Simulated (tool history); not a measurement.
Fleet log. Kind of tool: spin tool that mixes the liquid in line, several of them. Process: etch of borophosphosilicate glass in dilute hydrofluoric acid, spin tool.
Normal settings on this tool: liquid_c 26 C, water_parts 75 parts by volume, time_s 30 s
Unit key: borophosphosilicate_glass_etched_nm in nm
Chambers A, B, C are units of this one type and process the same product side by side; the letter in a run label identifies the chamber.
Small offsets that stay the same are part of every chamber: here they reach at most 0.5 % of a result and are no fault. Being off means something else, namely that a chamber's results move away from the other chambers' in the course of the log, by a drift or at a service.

run   hour  liquid_c  water_parts  time_s  hours since the thermometer was replaced  hours since the hydrofluoric acid flow meter was replaced  read-back film thickness of the borophosphosilicate glass reference wafer, read on the same gauge (nm)  borophosphosilicate_glass_etched_nm
 1A    5.6        26           75      30                                      1777                                                      443.9                                                                                                  100.01                               25.363
 2C   10.6        26           75      30                                     171.6                                                      478.9                                                                                                  100.01                               26.004
 3B   17.3        26           75      30                                     156.9                                                     1134.2                                                                                                     100                               25.292
 4B     22        26           75      30                                     161.6                                                     1138.9                                                                                                     100                               25.132
 5A   26.9        26           75      30                                    1798.3                                                      465.2                                                                                                  99.983                               25.264
 6C     33        26           75      30                                       194                                                      501.3                                                                                                  100.01                               25.603
      33.7  -- chamber A: thermometer replaced
 7C   37.9        26           75      30                                     198.9                                                      506.2                                                                                                  100.01                               25.231
 8B   41.5      28.5           75      30                                     181.1                                                     1158.4                                                                                                  99.994                                27.77
 9A   44.7      28.5           75      30                                      11.1                                                        483                                                                                                  99.987                                28.27
10A   48.1      28.5           75      30                                      14.5                                                      486.4                                                                                                  99.976                               28.092
11C     54        26           75      30                                       215                                                      522.3                                                                                                     100                               25.871
12B   58.8        26           75      30                                     198.4                                                     1175.7                                                                                                  99.998                               25.405
13B     63        26           75      30                                     202.6                                                     1179.9                                                                                                  99.983                               25.272
14C   66.2        26           75      30                                     227.2                                                      534.5                                                                                                  99.991                               26.018
15A   70.3        26           75      30                                      36.7                                                      508.6                                                                                                     100                               25.498
16C   76.8        26           75      30                                     237.8                                                      545.1                                                                                                  99.988                               26.283
17A   79.8        26           75      30                                      46.2                                                      518.1                                                                                                  99.988                               25.311
18B   84.9        26           75      30                                     224.5                                                     1201.8                                                                                                  99.978                               25.353
19A   89.6        26           75      40                                        56                                                      527.9                                                                                                     100                               33.817
20C   92.5        26           75      40                                     253.5                                                      560.8                                                                                                  100.03                               34.808
      97.6  -- chamber A: hydrofluoric acid flow meter replaced
21B   98.1        26           75      40                                     237.7                                                       1215                                                                                                  100.01                               33.875
22C  101.4        26           75      30                                     262.4                                                      569.7                                                                                                  99.987                                26.51
23B  107.9        26           75      30                                     247.5                                                     1224.8                                                                                                  99.985                               25.703
24A  111.8        26           75      30                                      78.2                                                       14.2                                                                                                  99.972                               25.003
25B  115.2        26           75      30                                     254.8                                                     1232.1                                                                                                     100                               25.348
26C  120.7        26           75      30                                     281.7                                                        589                                                                                                  99.992                               26.204
27A  125.6        26           75      30                                        92                                                         28                                                                                                  100.01                               25.417
28B    132        26           60      30                                     271.6                                                     1248.9                                                                                                  100.01                               32.323
29A  137.6        26           60      30                                       104                                                         40                                                                                                  100.01                               32.585
30C  142.2        26           60      30                                     303.2                                                      610.5                                                                                                  100.01                               34.585
31B  148.2        26           75      30                                     287.8                                                     1265.1                                                                                                     100                               25.187

All 3 chambers run these settings next. Forecast each chamber's results:
32A   153        26           60      30                                                                                                                                                                                                                                                 ?
32B   153        26           60      30                                                                                                                                                                                                                                                 ?
32C   153        26           60      30                                                                                                                                                                                                                                                 ?

run  borophosphosilicate_glass_etched_nm
32A                               32.148
32B                               32.347
32C                               34.645
